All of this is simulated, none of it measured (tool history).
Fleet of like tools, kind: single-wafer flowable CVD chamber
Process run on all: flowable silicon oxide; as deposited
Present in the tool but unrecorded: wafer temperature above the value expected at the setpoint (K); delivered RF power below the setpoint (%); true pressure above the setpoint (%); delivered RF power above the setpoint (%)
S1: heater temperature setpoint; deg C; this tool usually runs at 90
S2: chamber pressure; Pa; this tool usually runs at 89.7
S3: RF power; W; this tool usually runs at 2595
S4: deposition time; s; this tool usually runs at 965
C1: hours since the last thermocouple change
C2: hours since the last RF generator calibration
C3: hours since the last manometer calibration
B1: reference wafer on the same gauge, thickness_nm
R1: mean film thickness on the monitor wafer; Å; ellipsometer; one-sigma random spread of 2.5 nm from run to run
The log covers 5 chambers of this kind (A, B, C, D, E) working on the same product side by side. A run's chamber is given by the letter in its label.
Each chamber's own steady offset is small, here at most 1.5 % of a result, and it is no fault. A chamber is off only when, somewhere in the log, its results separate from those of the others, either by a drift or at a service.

| run | hour | S1 | S2 | S3 | S4 | C1 | C2 | C3 | B1 | R1 |
|---|---|---|---|---|---|---|---|---|---|---|
| 1C | 6.4 | 90 | 89.7 | 2595 | 965 | 1015.7 | 685.8 | 161.9 | 628.73 | 6713.2 |
| 2E | 11.2 | 90 | 89.7 | 2595 | 965 | 1937.1 | 321.5 | 1067.8 | 629.28 | 6720.8 |
| 3B | 19.2 | 90 | 89.7 | 2595 | 965 | 643.6 | 1525.2 | 951.0 | 628.29 | 6792.3 |
| 4D | 26.7 | 90 | 89.7 | 2595 | 965 | 644.1 | 530.7 | 824.9 | 628.93 | 6734.7 |
|  | 28.9 | chamber C: thermocouple changed; heater temperature recalibrated |
| 5A | 36.4 | 90 | 89.7 | 2595 | 965 | 569.9 | 58.9 | 530.0 | 629.35 | 6741.5 |
| 6C | 45.8 | 90 | 89.7 | 2595 | 965 | 16.9 | 725.2 | 201.3 | 629.04 | 6693.7 |
| 7A | 52.6 | 90 | 89.7 | 2595 | 965 | 586.1 | 75.1 | 546.2 | 628.57 | 6748.3 |
| 8D | 62.0 | 90 | 89.7 | 2595 | 965 | 679.4 | 566.0 | 860.2 | 629.08 | 6765.9 |
| 9B | 71.4 | 90 | 89.7 | 2595 | 965 | 695.8 | 1577.4 | 1003.2 | 628.33 | 6786.7 |
| 10E | 79.1 | 90 | 89.7 | 2595 | 965 | 2005.0 | 389.4 | 1135.7 | 629.17 | 6768.6 |
| 11C | 88.0 | 90 | 89.7 | 2180 | 779 | 59.1 | 767.4 | 243.5 | 629.70 | 5249.3 |
| 12A | 94.9 | 90 | 89.7 | 2180 | 779 | 628.4 | 117.4 | 588.5 | 628.94 | 5313.6 |
| 13D | 102.0 | 90 | 89.7 | 2180 | 779 | 719.4 | 606.0 | 900.2 | 629.43 | 5311.6 |
| 14B | 106.2 | 90 | 89.7 | 2180 | 779 | 730.6 | 1612.2 | 1038.0 | 628.42 | 5342.8 |
| 15E | 111.5 | 90 | 89.7 | 2180 | 779 | 2037.4 | 421.8 | 1168.1 | 628.95 | 5270.9 |
| 16E | 120.9 | 90 | 89.7 | 2595 | 965 | 2046.8 | 431.2 | 1177.5 | 629.23 | 6761.4 |
| 17D | 130.4 | 90 | 89.7 | 2595 | 965 | 747.8 | 634.4 | 928.6 | 628.97 | 6737.1 |
| 18B | 136.5 | 90 | 89.7 | 2595 | 965 | 760.9 | 1642.5 | 1068.3 | 629.01 | 6782.1 |
| 19A | 141.4 | 90 | 89.7 | 2595 | 965 | 674.9 | 163.9 | 635.0 | 628.54 | 6784.7 |
| 20C | 145.8 | 90 | 89.7 | 2595 | 965 | 116.9 | 825.2 | 301.3 | 629.22 | 6663.8 |
| 21E | 151.9 | 90 | 89.7 | 2595 | 965 | 2077.8 | 462.2 | 1208.5 | 628.91 | 6724.3 |
| 22B | 157.4 | 90 | 89.7 | 2595 | 965 | 781.8 | 1663.4 | 1089.2 | 629.06 | 6747.0 |
| 23D | 164.9 | 97 | 89.7 | 2595 | 965 | 782.3 | 668.9 | 963.1 | 629.13 | 5304.5 |
| 24A | 174.5 | 97 | 89.7 | 2595 | 965 | 708.0 | 197.0 | 668.1 | 629.08 | 5313.7 |
| 25C | 182.5 | 97 | 89.7 | 2595 | 965 | 153.6 | 861.9 | 338.0 | 628.87 | 5296.7 |
| 26C | 191.5 | 97 | 89.7 | 2595 | 965 | 162.6 | 870.9 | 347.0 | 628.61 | 5254.9 |
| 27E | 201.3 | 97 | 89.7 | 2595 | 965 | 2127.2 | 511.6 | 1257.9 | 629.22 | 5347.9 |
| 28D | 209.4 | 90 | 89.7 | 2595 | 965 | 826.8 | 713.4 | 1007.6 | 628.82 | 6751.0 |
| 29B | 213.9 | 90 | 89.7 | 2595 | 965 | 838.3 | 1719.9 | 1145.7 | 628.81 | 6616.8 |
| 30A | 223.3 | 90 | 89.7 | 2595 | 965 | 756.8 | 245.8 | 716.9 | 629.50 | 6731.8 |
| 31A | 232.8 | 90 | 89.7 | 2755 | 965 | 766.3 | 255.3 | 726.4 | 629.37 | 6814.4 |
| 32D | 237.5 | 90 | 89.7 | 2755 | 965 | 854.9 | 741.5 | 1035.7 | 628.51 | 6779.5 |
| 33C | 246.1 | 90 | 89.7 | 2755 | 965 | 217.2 | 925.5 | 401.6 | 628.89 | 6748.8 |
| 34E | 255.6 | 90 | 89.7 | 2755 | 965 | 2181.5 | 565.9 | 1312.2 | 629.06 | 6817.0 |
| 35B | 260.2 | 90 | 89.7 | 2755 | 965 | 884.6 | 1766.2 | 1192.0 | 628.72 | 6587.3 |
| 36A | 268.8 | 90 | 89.7 | 2595 | 965 | 802.3 | 291.3 | 762.4 | 629.15 | 6757.7 |
| 37E | 276.5 | 90 | 89.7 | 2595 | 965 | 2202.4 | 586.8 | 1333.1 | 629.75 | 6769.0 |
| 38D | 282.8 | 90 | 89.7 | 2595 | 965 | 900.2 | 786.8 | 1081.0 | 629.61 | 6700.4 |
| 39B | 292.3 | 90 | 89.7 | 2595 | 965 | 916.7 | 1798.3 | 1224.1 | 628.94 | 6485.3 |
| 40C | 300.3 | 90 | 89.7 | 2595 | 965 | 271.4 | 979.7 | 455.8 | 628.98 | 6719.0 |
| 41C | 308.5 | 90 | 89.7 | 2595 | 965 | 279.6 | 987.9 | 464.0 | 629.16 | 6696.3 |

The same settings go to every chamber for the next run, one line per chamber below. Forecast the results for each:
| 42A | 315.5 | 90 | 89.7 | 2880 | 965 |  |  |  |  | ? |
| 42B | 315.5 | 90 | 89.7 | 2880 | 965 |  |  |  |  | ? |
| 42C | 315.5 | 90 | 89.7 | 2880 | 965 |  |  |  |  | ? |
| 42D | 315.5 | 90 | 89.7 | 2880 | 965 |  |  |  |  | ? |
| 42E | 315.5 | 90 | 89.7 | 2880 | 965 |  |  |  |  | ? |

| run | R1 |
|---|---|
| 42A | 6823.3 |
| 42B | 6527.9 |
| 42C | 6724.4 |
| 42D | 6849.3 |
| 42E | 6801.5 |
